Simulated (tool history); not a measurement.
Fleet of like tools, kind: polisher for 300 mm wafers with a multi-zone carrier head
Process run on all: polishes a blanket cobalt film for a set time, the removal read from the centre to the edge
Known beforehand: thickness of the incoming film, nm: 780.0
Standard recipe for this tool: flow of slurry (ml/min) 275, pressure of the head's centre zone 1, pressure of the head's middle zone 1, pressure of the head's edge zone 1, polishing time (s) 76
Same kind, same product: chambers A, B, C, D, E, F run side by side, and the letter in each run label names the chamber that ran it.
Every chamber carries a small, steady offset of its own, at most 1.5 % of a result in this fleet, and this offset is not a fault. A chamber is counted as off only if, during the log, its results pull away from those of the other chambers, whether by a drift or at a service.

run   hour  flow of slurry (ml/min)  pressure of the head's centre zone  pressure of the head's middle zone  pressure of the head's edge zone  polishing time (s)  film removed at the wafer's centre (nm)  film removed at mid-radius (nm)  film removed at the wafer's edge (nm)
       1.1  -- chamber D: worn pad replaced by a new one
       3.2  -- chamber C: worn pad replaced by a new one
 1F    5.8                      275                                   1                                   1                                 1                  76                                   289.38                           286.84                                 285.29
      10.8  -- chamber A: slurry nozzle cleaned
      11.2  -- chamber F: worn pad replaced by a new one
 2C   12.2                      275                                   1                                   1                                 1                  76                                    288.3                            282.8                                 283.88
 3D   17.9                      275                                   1                                   1                                 1                  76                                    291.8                           285.47                                 283.81
      24.2  -- chamber F: centre zone pressure recalibrated
      24.6  -- chamber A: worn pad replaced by a new one
 4A   26.2                      275                                   1                                   1                                 1                  76                                   284.67                           286.69                                 283.27
      33.4  -- chamber E: worn pad replaced by a new one
 5B   33.8                      275                                   1                                   1                                 1                  76                                   284.29                           282.96                                 284.93
 6E   37.6                      275                                   1                                   1                                 1                  76                                   285.54                           283.16                                    286
 7D   44.1                      275                                   1                                   1                                 1                  76                                   284.52                            283.3                                 284.01
      50.6  -- chamber B: worn pad replaced by a new one
 8C   51.3                      275                                   1                                   1                                 1                  76                                   287.22                           283.81                                 283.43
        52  -- chamber C: centre zone pressure recalibrated
 9E     57                      365                                   1                                   1                              1.06                  76                                    287.4                           296.45                                 297.12
10F   65.1                      365                                   1                                   1                              1.06                  76                                   293.16                           293.96                                 295.63
11A   72.8                      365                                   1                                   1                              1.06                  76                                   290.43                           285.67                                 300.62
      73.1  -- chamber E: slurry nozzle cleaned
12B   77.9                      365                                   1                                   1                              1.06                  76                                   290.51                           293.62                                 295.47
13E   85.4                      365                                   1                                   1                              1.06                  76                                   291.55                           296.53                                 299.36
      91.3  -- chamber D: worn pad replaced by a new one
14D   91.3                      365                                   1                                   1                              1.06                  76                                   293.56                           297.72                                 301.67
      93.8  -- chamber C: worn pad replaced by a new one
15A   98.5                      275                                   1                                   1                                 1                  76                                   284.35                           287.95                                 285.05
16F  105.8                      275                                   1                                   1                                 1                  76                                   283.46                            281.1                                 286.65
     106.4  -- chamber E: worn pad replaced by a new one
17C  113.3                      275                                   1                                   1                                 1                  76                                   285.35                           276.97                                  283.5
18B  120.4                      275                                   1                                   1                                 1                  76                                    283.8                           277.24                                 278.84
     120.5  -- chamber A: worn pad replaced by a new one
19F  127.2                      275                                   1                                   1                                 1                  76                                      290                           290.04                                  285.4
20A  132.1                      275                                0.94                                0.95                                 1                  76                                   262.39                           268.62                                 284.55
21D  138.5                      275                                0.94                                0.95                                 1                  76                                   266.89                           275.14                                 285.25
       140  -- chamber C: edge zone pressure recalibrated
22B  144.8                      275                                0.94                                0.95                                 1                  76                                   261.69                           259.12                                 277.12
23C  151.9                      275                                0.94                                0.95                                 1                  76                                   262.98                           269.24                                 287.23
24E  157.3                      275                                0.94                                0.95                                 1                  76                                    266.7                           276.35                                  284.5
25B  164.8                      275                                0.94                                0.95                                 1                  76                                   256.21                           262.21                                 275.43
26F  170.5                      275                                   1                                   1                                 1                  76                                   282.47                           282.19                                 281.51
     173.7  -- chamber D: worn pad replaced by a new one
     175.5  -- chamber F: worn pad replaced by a new one
     177.3  -- chamber E: worn pad replaced by a new one
     177.3  -- chamber B: worn pad replaced by a new one
27A  177.9                      275                                   1                                   1                                 1                  76                                   281.36                           292.85                                 281.68
     179.9  -- chamber F: slurry nozzle cleaned
28E  182.9                      275                                   1                                   1                                 1                  64                                   238.33                           238.04                                 238.02
29D  187.3                      275                                   1                                   1                                 1                  64                                   237.38                           243.27                                 238.76
     191.4  -- chamber C: worn pad replaced by a new one
30C  193.5                      275                                   1                                   1                                 1                  64                                   242.18                           238.66                                 239.21
31F  198.8                      275                                   1                                   1                                 1                  64                                   242.01                           240.04                                 237.43
32A  203.9                      275                                   1                                   1                                 1                  64                                   235.84                           241.12                                 240.51
33B    211                      275                                   1                                   1                                 1                  64                                   233.23                            227.1                                 232.71
34D  217.5                      275                                   1                                   1                                 1                  76                                   289.43                           286.45                                 285.63
35E  221.1                      275                                   1                                   1                                 1                  76                                   285.76                            283.6                                 281.15
36C    227                      275                                   1                                   1                                 1                  76                                   287.38                           285.71                                  285.1

What goes on in this fleet: one chamber off, a drifting gauge, or nothing beyond the chambers' own small offsets? Name the chamber and the cause, if any.

One chamber, B, drifts off from the rest bit by bit.
Likeliest cause: slurry flow missing at the pad, % = 32.5.

Here are 4 candidates for chamber B's next run, each the usual settings with a change, their results left as question marks. Which one brings its results back in line with what the others give on the usual settings?
Allowed miss from the other chambers' usual-settings mean, per result, to count as in line: film removed at the wafer's centre (nm) 8.7; film removed at mid-radius (nm) 13; film removed at the wafer's edge (nm) 6.5
37B-1   233                      280                                1.01                                1.02                              0.99                  83                                        ?                                ?                                      ?
37B-2   233                      270                                0.99                                0.99                              1.01                  73                                        ?                                ?                                      ?
37B-3   233                      280                                1.01                                1.01                              0.99                  79                                        ?                                ?                                      ?
37B-4   233                      270                                0.98                                0.97                              1.02                  70                                        ?                                ?                                      ?

Mean of the other chambers on the usual settings: film removed at the wafer's centre (nm) 285.39; film removed at mid-radius (nm) 285.17; film removed at the wafer's edge (nm) 284.46
  run  film removed at the wafer's centre (nm)  film removed at mid-radius (nm)  film removed at the wafer's edge (nm)
37B-1                                   299.91                            299.4                                 297.67
37B-2                                   256.48                           254.81                                 263.58
37B-3                                   285.44                            282.4                                 283.37
37B-4                                   243.21                           239.82                                 254.12
37B-3 is the one that brings the chamber's results back in line with the other chambers.
